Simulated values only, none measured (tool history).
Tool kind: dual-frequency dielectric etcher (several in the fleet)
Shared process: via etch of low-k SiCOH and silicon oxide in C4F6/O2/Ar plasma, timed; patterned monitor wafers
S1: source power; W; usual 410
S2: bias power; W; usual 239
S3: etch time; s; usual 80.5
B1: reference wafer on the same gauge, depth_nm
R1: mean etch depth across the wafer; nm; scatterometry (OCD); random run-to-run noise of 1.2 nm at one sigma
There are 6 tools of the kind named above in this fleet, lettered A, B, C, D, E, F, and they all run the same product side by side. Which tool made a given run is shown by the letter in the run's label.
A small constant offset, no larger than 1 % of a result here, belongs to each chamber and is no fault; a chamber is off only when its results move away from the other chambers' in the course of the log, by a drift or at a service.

run 1F hour=5.9 | S1=410 S2=239 S3=80.5 | B1=206.92 | R1=249.59
run 2E hour=10.6 | S1=410 S2=239 S3=80.5 | B1=207.09 | R1=249.96
-- hour=18.1 chamber C: wet clean of the chamber
run 3A hour=18.4 | S1=410 S2=239 S3=80.5 | B1=207.04 | R1=248.27
run 4B hour=22.4 | S1=410 S2=239 S3=80.5 | B1=207.00 | R1=248.06
run 5D hour=29.7 | S1=480 S2=239 S3=57.0 | B1=206.85 | R1=188.29
run 6C hour=36.0 | S1=480 S2=239 S3=57.0 | B1=206.98 | R1=187.90
run 7E hour=40.8 | S1=480 S2=239 S3=57.0 | B1=206.94 | R1=190.74
run 8F hour=48.5 | S1=480 S2=239 S3=57.0 | B1=206.69 | R1=187.02
run 9D hour=52.4 | S1=480 S2=239 S3=57.0 | B1=206.83 | R1=188.52
run 10A hour=56.2 | S1=480 S2=239 S3=57.0 | B1=207.00 | R1=187.85
run 11C hour=61.6 | S1=410 S2=239 S3=80.5 | B1=206.99 | R1=247.14
run 12B hour=69.4 | S1=410 S2=239 S3=80.5 | B1=207.17 | R1=249.76
run 13D hour=73.1 | S1=410 S2=239 S3=80.5 | B1=207.22 | R1=250.04
-- hour=74.3 chamber B: wet clean of the chamber
run 14E hour=80.7 | S1=410 S2=239 S3=80.5 | B1=206.91 | R1=250.86
-- hour=82.5 chamber F: wet clean of the chamber
run 15C hour=87.9 | S1=410 S2=239 S3=80.5 | B1=207.04 | R1=245.86
run 16F hour=93.7 | S1=410 S2=239 S3=80.5 | B1=206.89 | R1=250.86
run 17B hour=100.0 | S1=410 S2=275 S3=80.5 | B1=207.04 | R1=262.48
run 18A hour=105.0 | S1=410 S2=275 S3=80.5 | B1=207.20 | R1=261.78
run 19B hour=111.5 | S1=410 S2=275 S3=80.5 | B1=206.72 | R1=261.13
run 20C hour=115.2 | S1=410 S2=275 S3=80.5 | B1=207.03 | R1=259.51
run 21E hour=120.6 | S1=410 S2=275 S3=80.5 | B1=207.10 | R1=265.53
run 22A hour=127.4 | S1=410 S2=275 S3=80.5 | B1=206.84 | R1=263.25
run 23D hour=133.6 | S1=410 S2=239 S3=80.5 | B1=206.90 | R1=251.16
-- hour=136.3 chamber A: bias power generator calibrated
run 24F hour=138.2 | S1=410 S2=239 S3=80.5 | B1=207.22 | R1=248.78
run 25E hour=143.4 | S1=410 S2=239 S3=80.5 | B1=206.92 | R1=254.27
run 26B hour=146.9 | S1=410 S2=239 S3=80.5 | B1=207.19 | R1=251.14
run 27A hour=153.9 | S1=410 S2=239 S3=80.5 | B1=207.14 | R1=249.40
run 28F hour=158.7 | S1=410 S2=239 S3=80.5 | B1=206.86 | R1=249.17
run 29D hour=165.4 | S1=410 S2=239 S3=80.5 | B1=206.91 | R1=250.56
run 30C hour=170.3 | S1=410 S2=239 S3=80.5 | B1=206.91 | R1=248.74
run 31A hour=175.3 | S1=410 S2=239 S3=80.5 | B1=206.98 | R1=249.30
-- hour=177.4 chamber D: wet clean of the chamber
run 32D hour=179.3 | S1=410 S2=264 S3=97.0 | B1=206.84 | R1=312.48
run 33F hour=185.8 | S1=410 S2=264 S3=97.0 | B1=207.24 | R1=308.40
run 34B hour=190.2 | S1=410 S2=264 S3=97.0 | B1=206.92 | R1=310.16
-- hour=195.2 chamber E: bias power generator calibrated
run 35E hour=196.2 | S1=410 S2=264 S3=97.0 | B1=206.94 | R1=325.40
run 36C hour=202.5 | S1=410 S2=264 S3=97.0 | B1=206.99 | R1=308.05
run 37C hour=206.8 | S1=410 S2=264 S3=97.0 | B1=206.92 | R1=310.51
run 38B hour=214.7 | S1=410 S2=239 S3=80.5 | B1=206.71 | R1=248.14
run 39D hour=219.7 | S1=410 S2=239 S3=80.5 | B1=206.92 | R1=251.84
run 40E hour=223.6 | S1=410 S2=239 S3=80.5 | B1=207.03 | R1=262.01
run 41F hour=227.4 | S1=410 S2=239 S3=80.5 | B1=206.90 | R1=249.48
run 42A hour=232.0 | S1=410 S2=239 S3=80.5 | B1=207.01 | R1=252.55
run 43F hour=239.0 | S1=370 S2=239 S3=95.5 | B1=206.81 | R1=281.32

Which is it: a chamber that has drifted or been left off by a service, a gauge drift common to all chambers, or only each chamber's usual small offset? If a chamber is off, name it and its likeliest cause.

One chamber, E, drifts off from the rest bit by bit.
What lies behind it: etch rate over this chamber's usual, % = 4.87.

Chamber E could run next with any of the 4 candidate recipes listed below; each alters the usual settings, and their results appear as question marks. Which one brings its results back in line with what the other chambers deliver on the usual settings?
A result is in line if it is within this distance of the other chambers' mean on the usual settings: R1 4.30 nm
run 44E-1 hour=244.7 | S1=410 S2=236 S3=76.5 | R1=?
run 44E-2 hour=244.7 | S1=410 S2=238 S3=79.0 | R1=?
run 44E-3 hour=244.7 | S1=410 S2=242 S3=84.5 | R1=?
run 44E-4 hour=244.7 | S1=410 S2=239 S3=82.5 | R1=?

Mean of the other chambers on the usual settings: R1 249.23 nm
run=44E-1 R1=249.95
run=44E-2 R1=258.83
run=44E-3 R1=278.38
run=44E-4 R1=270.67
44E-1 brings the chamber back in line.
